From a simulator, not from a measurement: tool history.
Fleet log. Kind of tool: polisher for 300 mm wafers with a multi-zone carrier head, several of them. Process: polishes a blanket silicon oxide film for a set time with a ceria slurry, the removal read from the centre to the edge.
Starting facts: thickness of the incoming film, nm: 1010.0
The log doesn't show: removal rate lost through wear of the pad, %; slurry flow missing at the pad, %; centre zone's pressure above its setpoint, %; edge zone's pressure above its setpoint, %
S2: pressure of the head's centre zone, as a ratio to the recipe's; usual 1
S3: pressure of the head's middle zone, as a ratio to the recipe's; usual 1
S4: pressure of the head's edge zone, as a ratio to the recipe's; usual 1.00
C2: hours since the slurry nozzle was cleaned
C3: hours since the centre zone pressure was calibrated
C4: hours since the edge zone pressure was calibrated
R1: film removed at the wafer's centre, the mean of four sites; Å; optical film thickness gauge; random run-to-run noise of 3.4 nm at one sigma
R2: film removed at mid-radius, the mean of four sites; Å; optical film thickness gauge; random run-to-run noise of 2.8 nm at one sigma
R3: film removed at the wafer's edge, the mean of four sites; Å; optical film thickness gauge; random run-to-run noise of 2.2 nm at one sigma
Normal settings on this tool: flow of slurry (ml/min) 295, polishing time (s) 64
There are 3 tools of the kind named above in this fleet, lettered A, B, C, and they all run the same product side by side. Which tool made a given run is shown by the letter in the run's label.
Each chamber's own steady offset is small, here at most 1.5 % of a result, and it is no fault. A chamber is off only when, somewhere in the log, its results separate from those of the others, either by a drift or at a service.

At hour 2.5: chamber B: centre zone pressure recalibrated.
Run 1B, hour 11.6: usual settings; wafers polished on this pad 1054; C2 301.3; C3 9.1; C4 493.9. Result: R1 2836.8 Å, R2 2872.6 Å, R3 2811.5 Å.
Run 2A, hour 23.9: usual settings; wafers polished on this pad 734; C2 341.4; C3 82.6; C4 141.7. Result: R1 2797.6 Å, R2 2842.4 Å, R3 2813.8 Å.
At hour 25.1: chamber B: worn pad replaced by a new one.
Run 3C, hour 34.0: usual settings; wafers polished on this pad 790; C2 580.9; C3 280.9; C4 442.3. Result: R1 2815.5 Å, R2 2847.3 Å, R3 2782.6 Å.
At hour 35.8: chamber A: worn pad replaced by a new one.
Run 4A, hour 43.5: usual settings; wafers polished on this pad 83; C2 361.0; C3 102.2; C4 161.3. Result: R1 2818.9 Å, R2 2873.1 Å, R3 2808.4 Å.
Run 5B, hour 53.8: usual settings; wafers polished on this pad 307; C2 343.5; C3 51.3; C4 536.1. Result: R1 2780.9 Å, R2 2825.5 Å, R3 2832.5 Å.
Run 6C, hour 65.5: usual settings; wafers polished on this pad 1127; C2 612.4; C3 312.4; C4 473.8. Result: R1 2889.0 Å, R2 2815.6 Å, R3 2830.4 Å.
Run 7C, hour 72.9: usual settings; wafers polished on this pad 1207; C2 619.8; C3 319.8; C4 481.2. Result: R1 2858.8 Å, R2 2807.2 Å, R3 2795.4 Å.
Run 8A, hour 82.1: usual settings; wafers polished on this pad 496; C2 399.6; C3 140.8; C4 199.9. Result: R1 2726.0 Å, R2 2869.1 Å, R3 2780.6 Å.
Run 9B, hour 91.7: usual settings; wafers polished on this pad 712; C2 381.4; C3 89.2; C4 574.0. Result: R1 2859.6 Å, R2 2838.2 Å, R3 2854.4 Å.
Run 10B, hour 103.8: usual settings; wafers polished on this pad 842; C2 393.5; C3 101.3; C4 586.1. Result: R1 2811.0 Å, R2 2837.1 Å, R3 2864.2 Å.
Run 11A, hour 110.0: usual settings; wafers polished on this pad 795; C2 427.5; C3 168.7; C4 227.8. Result: R1 2743.1 Å, R2 2810.6 Å, R3 2811.5 Å.
Run 12C, hour 117.4: usual settings; wafers polished on this pad 1683; C2 664.3; C3 364.3; C4 525.7. Result: R1 2786.2 Å, R2 2862.3 Å, R3 2817.7 Å.
At hour 118.9: chamber A: worn pad replaced by a new one.
Run 13C, hour 123.8: usual settings; wafers polished on this pad 1751; C2 670.7; C3 370.7; C4 532.1. Result: R1 2944.1 Å, R2 2821.9 Å, R3 2803.7 Å.
Run 14A, hour 132.6: usual settings; wafers polished on this pad 147; C2 450.1; C3 191.3; C4 250.4. Result: R1 2743.5 Å, R2 2843.7 Å, R3 2865.9 Å.
At hour 137.6: chamber C: slurry nozzle cleaned.
Run 15B, hour 142.0: usual settings; wafers polished on this pad 1251; C2 431.7; C3 139.5; C4 624.3. Result: R1 2891.6 Å, R2 2815.4 Å, R3 2862.5 Å.
At hour 149.8: chamber B: worn pad replaced by a new one.
Run 16C, hour 150.3: usual settings; wafers polished on this pad 2035; C2 12.7; C3 397.2; C4 558.6. Result: R1 2883.3 Å, R2 2854.3 Å, R3 2809.8 Å.
Run 17B, hour 162.2: usual settings; wafers polished on this pad 133; C2 451.9; C3 159.7; C4 644.5. Result: R1 2846.9 Å, R2 2820.6 Å, R3 2853.4 Å.
Run 18A, hour 171.8: usual settings; wafers polished on this pad 566; C2 489.3; C3 230.5; C4 289.6. Result: R1 2815.8 Å, R2 2864.2 Å, R3 2790.8 Å.
Run 19B, hour 182.8: usual settings; wafers polished on this pad 354; C2 472.5; C3 180.3; C4 665.1. Result: R1 2821.3 Å, R2 2820.5 Å, R3 2847.3 Å.
Run 20C, hour 192.4: usual settings; wafers polished on this pad 2486; C2 54.8; C3 439.3; C4 600.7. Result: R1 2858.5 Å, R2 2804.6 Å, R3 2807.7 Å.
At hour 195.9: chamber A: worn pad replaced by a new one.
Run 21A, hour 200.4: usual settings; wafers polished on this pad 48; C2 517.9; C3 259.1; C4 318.2. Result: R1 2818.9 Å, R2 2932.4 Å, R3 2807.5 Å.
Run 22C, hour 212.3: usual settings; wafers polished on this pad 2699; C2 74.7; C3 459.2; C4 620.6. Result: R1 2821.8 Å, R2 2803.3 Å, R3 2757.5 Å.
Run 23B, hour 223.6: usual settings; wafers polished on this pad 790; C2 513.3; C3 221.1; C4 705.9. Result: R1 2883.8 Å, R2 2837.0 Å, R3 2840.3 Å.
At hour 231.5: chamber A: centre zone pressure recalibrated.
Run 24A, hour 234.3: usual settings; wafers polished on this pad 411; C2 551.8; C3 2.8; C4 352.1. Result: R1 2822.8 Å, R2 2893.6 Å, R3 2794.4 Å.
Run 25C, hour 242.2: usual settings; wafers polished on this pad 3019; C2 104.6; C3 489.1; C4 650.5. Result: R1 2755.1 Å, R2 2746.3 Å, R3 2729.8 Å.
Run 26A, hour 251.2: usual settings; wafers polished on this pad 592; C2 568.7; C3 19.7; C4 369.0. Result: R1 2789.9 Å, R2 2823.6 Å, R3 2789.2 Å.
Run 27B, hour 261.7: usual settings; wafers polished on this pad 1198; C2 551.4; C3 259.2; C4 744.0. Result: R1 2825.4 Å, R2 2853.7 Å, R3 2850.3 Å.
Run 28B, hour 271.8: usual settings; wafers polished on this pad 1306; C2 561.5; C3 269.3; C4 754.1. Result: R1 2835.3 Å, R2 2875.4 Å, R3 2872.1 Å.
At hour 275.8: chamber B: worn pad replaced by a new one.
Run 29A, hour 282.5: usual settings; wafers polished on this pad 927; C2 600.0; C3 51.0; C4 400.3. Result: R1 2774.6 Å, R2 2819.7 Å, R3 2827.6 Å.
At hour 284.7: chamber A: worn pad replaced by a new one.
Run 30C, hour 292.3: usual settings; wafers polished on this pad 3555; C2 154.7; C3 539.2; C4 700.6. Result: R1 2731.1 Å, R2 2632.7 Å, R3 2650.3 Å.
Run 31C, hour 301.1: usual settings; wafers polished on this pad 3649; C2 163.5; C3 548.0; C4 709.4. Result: R1 2703.7 Å, R2 2641.8 Å, R3 2637.7 Å.
Run 32B, hour 309.4: usual settings; wafers polished on this pad 360; C2 599.1; C3 306.9; C4 791.7. Result: R1 2857.9 Å, R2 2829.4 Å, R3 2852.3 Å.
Run 33A, hour 316.4: usual settings; wafers polished on this pad 340; C2 633.9; C3 84.9; C4 434.2. Result: R1 2774.4 Å, R2 2837.4 Å, R3 2775.3 Å.
Run 34B, hour 324.1: usual settings; wafers polished on this pad 517; C2 613.8; C3 321.6; C4 806.4. Result: R1 2870.4 Å, R2 2912.7 Å, R3 2809.8 Å.
Run 35A, hour 336.0: usual settings; wafers polished on this pad 549; C2 653.5; C3 104.5; C4 453.8. Result: R1 2829.2 Å, R2 2848.0 Å, R3 2799.4 Å.
Run 36C, hour 345.0: usual settings; wafers polished on this pad 4119; C2 207.4; C3 591.9; C4 753.3. Result: R1 2610.3 Å, R2 2580.8 Å, R3 2560.9 Å.
Run 37C, hour 356.4: usual settings; wafers polished on this pad 4241; C2 218.8; C3 603.3; C4 764.7. Result: R1 2605.3 Å, R2 2564.9 Å, R3 2558.3 Å.
Run 38B, hour 363.3: usual settings; wafers polished on this pad 937; C2 653.0; C3 360.8; C4 845.6. Result: R1 2831.6 Å, R2 2839.3 Å, R3 2851.8 Å.
Run 39A, hour 376.0: usual settings; wafers polished on this pad 978; C2 693.5; C3 144.5; C4 493.8. Result: R1 2806.6 Å, R2 2838.8 Å, R3 2800.4 Å.
Run 40C, hour 387.7: usual settings; wafers polished on this pad 4576; C2 250.1; C3 634.6; C4 796.0. Result: R1 2537.5 Å, R2 2486.0 Å, R3 2468.6 Å.
Run 41B, hour 394.9: usual settings; wafers polished on this pad 1275; C2 684.6; C3 392.4; C4 877.2. Result: R1 2866.2 Å, R2 2838.3 Å, R3 2866.0 Å.

What goes on in this fleet: one chamber off, a drifting gauge, or nothing beyond the chambers' own small offsets? Name the chamber and the cause, if any.

Chamber C drifts away from the others.
Cause: removal rate lost through wear of the pad, % = 11.9.

Below are 4 candidate recipes for chamber C's next run, each the usual settings with a change, their results shown as question marks. Which of them brings C's results back in line with what the other chambers give on the usual settings?
In-line tolerance around the mean of the other chambers on the usual settings: R1 120.0 Å; R2 97.0 Å; R3 76.0 Å
Run 42C-1, hour 404.1: usual settings but flow of slurry (ml/min) 300, S2 0.97, S3 1.01, S4 1.03, polishing time (s) 81. Result: R1 ?, R2 ?, R3 ?.
Run 42C-2, hour 404.1: usual settings but S2 0.99, S4 1.01, polishing time (s) 72. Result: R1 ?, R2 ?, R3 ?.
Run 42C-3, hour 404.1: usual settings but flow of slurry (ml/min) 290, S2 1.03, S3 0.99, S4 0.98, polishing time (s) 50. Result: R1 ?, R2 ?, R3 ?.
Run 42C-4, hour 404.1: usual settings but S2 1.01, S4 0.99, polishing time (s) 56. Result: R1 ?, R2 ?, R3 ?.

On the usual settings, the other chambers give on average: R1 2826.6 Å; R2 2837.6 Å; R3 2822.5 Å
  run      R1      R2      R3
42C-1  3108.6  3185.5  3190.3
42C-2  2820.7  2800.6  2803.4
42C-3  2041.8  1923.2  1914.0
42C-4  2242.6  2178.1  2157.6
Change 42C-2 lands the chamber within the allowed miss of the other chambers.
